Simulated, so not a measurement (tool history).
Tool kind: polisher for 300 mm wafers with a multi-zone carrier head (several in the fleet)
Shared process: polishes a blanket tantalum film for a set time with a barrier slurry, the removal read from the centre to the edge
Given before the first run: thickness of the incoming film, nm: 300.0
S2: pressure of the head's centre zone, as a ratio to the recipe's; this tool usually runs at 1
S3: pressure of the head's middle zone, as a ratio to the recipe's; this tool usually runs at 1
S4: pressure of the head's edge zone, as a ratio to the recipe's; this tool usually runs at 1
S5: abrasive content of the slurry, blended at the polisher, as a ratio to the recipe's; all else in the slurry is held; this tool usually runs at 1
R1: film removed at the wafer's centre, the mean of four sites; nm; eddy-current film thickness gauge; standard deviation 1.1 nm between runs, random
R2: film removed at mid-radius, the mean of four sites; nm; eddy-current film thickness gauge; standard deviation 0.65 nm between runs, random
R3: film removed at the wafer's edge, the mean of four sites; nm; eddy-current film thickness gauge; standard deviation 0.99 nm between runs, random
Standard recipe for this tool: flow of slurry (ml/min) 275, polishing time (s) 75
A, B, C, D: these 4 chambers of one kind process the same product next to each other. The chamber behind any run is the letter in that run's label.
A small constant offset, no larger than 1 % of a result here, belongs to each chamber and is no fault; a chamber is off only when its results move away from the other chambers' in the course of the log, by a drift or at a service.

Run 1A, hour 9.5: usual settings. Result: R1 94.887 nm, R2 97.736 nm, R3 98.077 nm.
Run 2B, hour 16.8: usual settings. Result: R1 97.126 nm, R2 95.871 nm, R3 97.514 nm.
Run 3C, hour 30.3: usual settings. Result: R1 96.458 nm, R2 95.227 nm, R3 95.074 nm.
At hour 37.8: chamber D: edge zone pressure recalibrated.
Run 4D, hour 38.4: usual settings. Result: R1 95.325 nm, R2 96.369 nm, R3 96.872 nm.
Run 5D, hour 46.5: usual settings. Result: R1 97.51 nm, R2 96.388 nm, R3 96.519 nm.
At hour 48.6: chamber B: worn pad replaced by a new one.
At hour 55.3: chamber D: worn pad replaced by a new one.
Run 6B, hour 59.5: usual settings. Result: R1 96.896 nm, R2 96.185 nm, R3 97.866 nm.
Run 7C, hour 66.1: usual settings. Result: R1 96.556 nm, R2 96.903 nm, R3 94.892 nm.
Run 8A, hour 76.8: usual settings. Result: R1 95.723 nm, R2 94.994 nm, R3 96.884 nm.
At hour 79.8: chamber C: worn pad replaced by a new one.
Run 9D, hour 84.2: usual settings. Result: R1 93.788 nm, R2 95.944 nm, R3 96.055 nm.
At hour 92.6: chamber A: worn pad replaced by a new one.
Run 10A, hour 92.8: usual settings but polishing time (s) 92. Result: R1 117.7 nm, R2 117.1 nm, R3 119.9 nm.
Run 11B, hour 98.9: usual settings but polishing time (s) 92. Result: R1 118.85 nm, R2 117.99 nm, R3 119.17 nm.
Run 12C, hour 105.9: usual settings but polishing time (s) 92. Result: R1 115.27 nm, R2 117.69 nm, R3 117.11 nm.
At hour 108.4: chamber B: worn pad replaced by a new one.
Run 13D, hour 116.7: usual settings but polishing time (s) 92. Result: R1 114.44 nm, R2 117.89 nm, R3 118.44 nm.
Run 14B, hour 124: usual settings but S5 0.75. Result: R1 89.905 nm, R2 87.737 nm, R3 88.748 nm.
Run 15A, hour 135.6: usual settings but S5 0.75. Result: R1 87.556 nm, R2 87.864 nm, R3 89.196 nm.
Run 16C, hour 142.8: usual settings but S5 0.75. Result: R1 86.978 nm, R2 87.506 nm, R3 87.468 nm.
At hour 149.9: chamber D: worn pad replaced by a new one.
Run 17A, hour 154.6: usual settings but S5 0.75. Result: R1 87.66 nm, R2 86.892 nm, R3 89.261 nm.
At hour 162.4: chamber A: slurry nozzle cleaned.
At hour 163.7: chamber B: worn pad replaced by a new one.
Run 18C, hour 164.5: usual settings. Result: R1 98.929 nm, R2 96.781 nm, R3 96.484 nm.
At hour 165: chamber A: worn pad replaced by a new one.
At hour 168.5: chamber B: edge zone pressure recalibrated.
Run 19B, hour 173.2: usual settings. Result: R1 97.667 nm, R2 95.658 nm, R3 96.934 nm.
At hour 176.9: chamber C: worn pad replaced by a new one.
Run 20D, hour 186.1: usual settings. Result: R1 90.425 nm, R2 96.482 nm, R3 98.534 nm.
Run 21C, hour 192.5: usual settings. Result: R1 97.3 nm, R2 96.417 nm, R3 94.262 nm.
Run 22A, hour 202.7: usual settings. Result: R1 96.322 nm, R2 96.299 nm, R3 96.206 nm.
Run 23D, hour 213: usual settings. Result: R1 88.414 nm, R2 96.084 nm, R3 94.974 nm.
At hour 220.6: chamber B: worn pad replaced by a new one.
Run 24B, hour 223: usual settings. Result: R1 97.12 nm, R2 96.659 nm, R3 96.225 nm.
Run 25B, hour 230.5: usual settings. Result: R1 96.619 nm, R2 96.766 nm, R3 97 nm.
At hour 232.5: chamber D: worn pad replaced by a new one.
Run 26D, hour 237.2: usual settings. Result: R1 87.553 nm, R2 97.136 nm, R3 97.381 nm.
Run 27C, hour 249.8: usual settings. Result: R1 98.22 nm, R2 96.068 nm, R3 98.971 nm.
At hour 259.6: chamber A: worn pad replaced by a new one.
Run 28A, hour 260.6: usual settings. Result: R1 97.043 nm, R2 96.473 nm, R3 95.736 nm.
Run 29C, hour 272.1: usual settings but S2 0.94, S4 0.89. Result: R1 90.676 nm, R2 97.318 nm, R3 92.285 nm.

Is one chamber off against the others, does the gauge drift, or is nothing wrong? If a chamber is off, say which, and what the likeliest cause is.

Chamber D drifts away from the others.
What lies behind it: centre zone's pressure below its setpoint, % = 11.2.

Which of the 4 candidates below, each the usual settings with something changed and its results left as question marks, puts chamber D back in line with what the other chambers give on the usual settings?
Allowed miss from the other chambers' usual-settings mean, per result, to count as in line: R1 3.9 nm; R2 2.3 nm; R3 3.5 nm
Run 30D-1, hour 282.1: usual settings but flow of slurry (ml/min) 270, S2 0.9, S3 1.02, S4 1.03, polishing time (s) 74. Result: R1 ?, R2 ?, R3 ?.
Run 30D-2, hour 282.1: usual settings but flow of slurry (ml/min) 280, S2 1.1, S3 0.98, S4 0.97, polishing time (s) 76. Result: R1 ?, R2 ?, R3 ?.
Run 30D-3, hour 282.1: usual settings but S2 1.04, S3 0.99, S4 0.99, polishing time (s) 76. Result: R1 ?, R2 ?, R3 ?.
Run 30D-4, hour 282.1: usual settings but S2 0.96, S3 1.01, S4 1.01, polishing time (s) 74. Result: R1 ?, R2 ?, R3 ?.

The mean the other chambers reach with the usual settings: R1 96.827 nm; R2 96.46 nm; R3 96.703 nm
  run      R1      R2      R3
30D-1  74.475  97.276  96.762
30D-2  96.022  96.596  96.587
30D-3  90.071  97.339  97.481
30D-4  80.238  96.564  95.905
Change 30D-2 lands the chamber within the allowed miss of the other chambers.

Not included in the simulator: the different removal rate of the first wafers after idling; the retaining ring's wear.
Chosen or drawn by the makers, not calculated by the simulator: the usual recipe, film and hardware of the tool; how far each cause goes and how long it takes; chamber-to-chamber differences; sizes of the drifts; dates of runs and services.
